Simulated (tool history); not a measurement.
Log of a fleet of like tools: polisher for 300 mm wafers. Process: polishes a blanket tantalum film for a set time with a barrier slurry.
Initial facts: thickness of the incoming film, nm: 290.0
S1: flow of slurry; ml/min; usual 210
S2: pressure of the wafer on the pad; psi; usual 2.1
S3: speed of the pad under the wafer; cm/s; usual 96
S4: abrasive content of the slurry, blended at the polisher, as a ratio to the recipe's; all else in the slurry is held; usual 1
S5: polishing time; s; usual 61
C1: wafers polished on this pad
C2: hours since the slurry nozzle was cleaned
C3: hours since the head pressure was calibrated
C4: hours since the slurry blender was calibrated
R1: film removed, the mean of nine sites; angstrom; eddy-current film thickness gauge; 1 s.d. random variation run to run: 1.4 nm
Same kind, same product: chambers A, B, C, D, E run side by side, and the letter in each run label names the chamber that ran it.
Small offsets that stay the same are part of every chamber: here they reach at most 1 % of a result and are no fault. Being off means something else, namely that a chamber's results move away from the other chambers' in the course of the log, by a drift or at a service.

run   hour   S1   S2  S3    S4  S5    C1     C2     C3     C4      R1
       9.6  -- chamber B: slurry blender recalibrated
       9.9  -- chamber D: slurry nozzle cleaned
 1E   11.1  210  2.1  96     1  61   195   55.5  233.8   62.4  1113.1
      25.2  -- chamber D: slurry blender recalibrated
 2D   25.4  210  2.1  96     1  61  1109   15.5  272.2    0.2  1083.3
 3B   34.5  210  2.1  96     1  61   435  107.5  273.4   24.9  1122.7
 4A   48.6  210  2.1  96     1  61   536  133.6    298  137.7  1088.3
 5C   59.3  210  2.1  96     1  61   983  342.9  193.5   76.7  1123.5
      59.8  -- chamber A: slurry blender recalibrated
      61.8  -- chamber D: worn pad replaced by a new one
 6D   74.3  210  2.1  96     1  61    86   64.4  321.1   49.1  1107.5
      79.1  -- chamber B: worn pad replaced by a new one
      81.5  -- chamber A: worn pad replaced by a new one
      87.4  -- chamber E: worn pad replaced by a new one
 7C   88.4  210  2.1  96     1  61  1182    372  222.6  105.8  1114.6
 8A   97.5  210  2.1  96     1  61   110  182.5  346.9   37.8  1135.8
 9E  107.3  210  2.1  96     1  61   136  151.7    330  158.6  1099.8
     111.1  -- chamber C: slurry nozzle cleaned
     121.2  -- chamber C: slurry blender recalibrated
10B  121.4  210  2.1  96     1  61   290  194.4  360.3  111.8  1109.2
     124.4  -- chamber E: head pressure recalibrated
11E  129.5  210  2.1  96     1  61   288  173.9    5.1  180.8  1119.7
       131  -- chamber D: slurry blender recalibrated
12A  139.3  210  2.1  96     1  61   396  224.3  388.7   79.6  1110.6
     145.1  -- chamber C: worn pad replaced by a new one
13D  149.2  210  2.1  96     1  61   599  139.3    396   18.2    1149
14B  161.2  210  2.1  96     1  61   562  234.2  400.1  151.6  1125.9
15C  174.1  210  2.1  96     1  61   199     63  308.3     53  1152.1
     174.3  -- chamber E: worn pad replaced by a new one
       184  -- chamber B: worn pad replaced by a new one
     184.6  -- chamber A: worn pad replaced by a new one
16A    190  210  2.1  96     1  61    37    275  439.4  130.3  1132.7
17C  199.4  210  2.1  96     1  61   372   88.3  333.6   78.3  1125.1
     203.6  -- chamber A: slurry blender recalibrated
18D  209.3  210  1.5  70     1  61  1011  199.4  456.1   78.3  598.53
19E  216.6  210  1.5  70     1  61   290    261   92.2  267.9   580.6
20B  224.2  210  1.5  70     1  61   275  297.2  463.1  214.6  584.93
     231.3  -- chamber D: worn pad replaced by a new one
21A  235.1  210  1.5  70     1  61   346  320.1  484.5   31.5  583.31
     237.4  -- chamber D: slurry nozzle cleaned
22D  242.3  210  1.5  70     1  61    75      5  489.1  111.3  602.65
     251.5  -- chamber D: slurry blender recalibrated
23E  254.6  210  2.1  96     1  61   550    299  130.2  305.9  1121.5
24C  269.4  210  2.1  96     1  61   852  158.3  403.6  148.3  1148.1
     273.4  -- chamber E: worn pad replaced by a new one
25B  279.8  210  1.7  96     1  61   656  352.8  518.7  270.2  902.15
     289.1  -- chamber B: worn pad replaced by a new one
     290.2  -- chamber B: slurry blender recalibrated
26E  292.3  210  1.7  96     1  61   130  336.7  167.9  343.6  879.61
     294.9  -- chamber C: slurry blender recalibrated
     301.4  -- chamber B: slurry nozzle cleaned
27A  304.2  210  1.7  96     1  61   820  389.2  553.6  100.6  904.91
     311.7  -- chamber A: worn pad replaced by a new one
28C  315.4  210  1.7  96     1  61  1167  204.3  449.6   20.6  909.95
29D  326.3  210  1.7  96     1  61   651     89  573.1   74.8  925.32
     327.3  -- chamber A: slurry blender recalibrated
30B    340  210  2.1  96     1  61   349   38.7  578.9   49.8  1101.4
31E  350.4  210  1.8  96   1.3  61   528  394.8    226  401.7  969.42
     352.2  -- chamber C: worn pad replaced by a new one
32D  365.5  210  1.8  96   1.3  61   920  128.2  612.3    114  1033.6
     366.9  -- chamber A: head pressure recalibrated
     369.1  -- chamber D: slurry blender recalibrated
     372.3  -- chamber E: worn pad replaced by a new one
33B  377.3  210  1.8  96   1.3  61   605     76  616.2   87.1  1030.2
     388.7  -- chamber B: worn pad replaced by a new one
34C  389.8  210  1.8  96   1.3  61   258  278.7    524     95  1029.3
35A  401.5  210  1.8  96   1.3  61   615  486.5   34.6   74.3  1027.8
36E  410.7  210  2.1  84  0.75  61   263  455.1  286.3    462  835.95
     412.6  -- chamber A: worn pad replaced by a new one
37D  419.2  210  2.1  84  0.75  61  1288  181.9    666   50.2  900.58
38B  431.6  210  2.1  84  0.75  61   294  130.3  670.5  141.4  908.14
     434.8  -- chamber C: slurry blender recalibrated
39C    445  210  2.1  84  0.75  61   636  333.9  579.2   10.2  893.94
40A  460.7  210  2.1  84  0.75  61   329  545.7   93.8  133.5  893.59
41B  472.3  210  2.1  96     1  61   573    171  711.2  182.1  1124.2

Each of the 5 chambers runs these same settings next. Fill in every chamber's results:
42A  483.9  210  2.1  96  1.15  61                   ?
42B  483.9  210  2.1  96  1.15  61                   ?
42C  483.9  210  2.1  96  1.15  61                   ?
42D  483.9  210  2.1  96  1.15  61                   ?
42E  483.9  210  2.1  96  1.15  61                   ?

run      R1
42A  1153.4
42B  1177.2
42C  1150.2
42D  1171.5
42E  1070.2
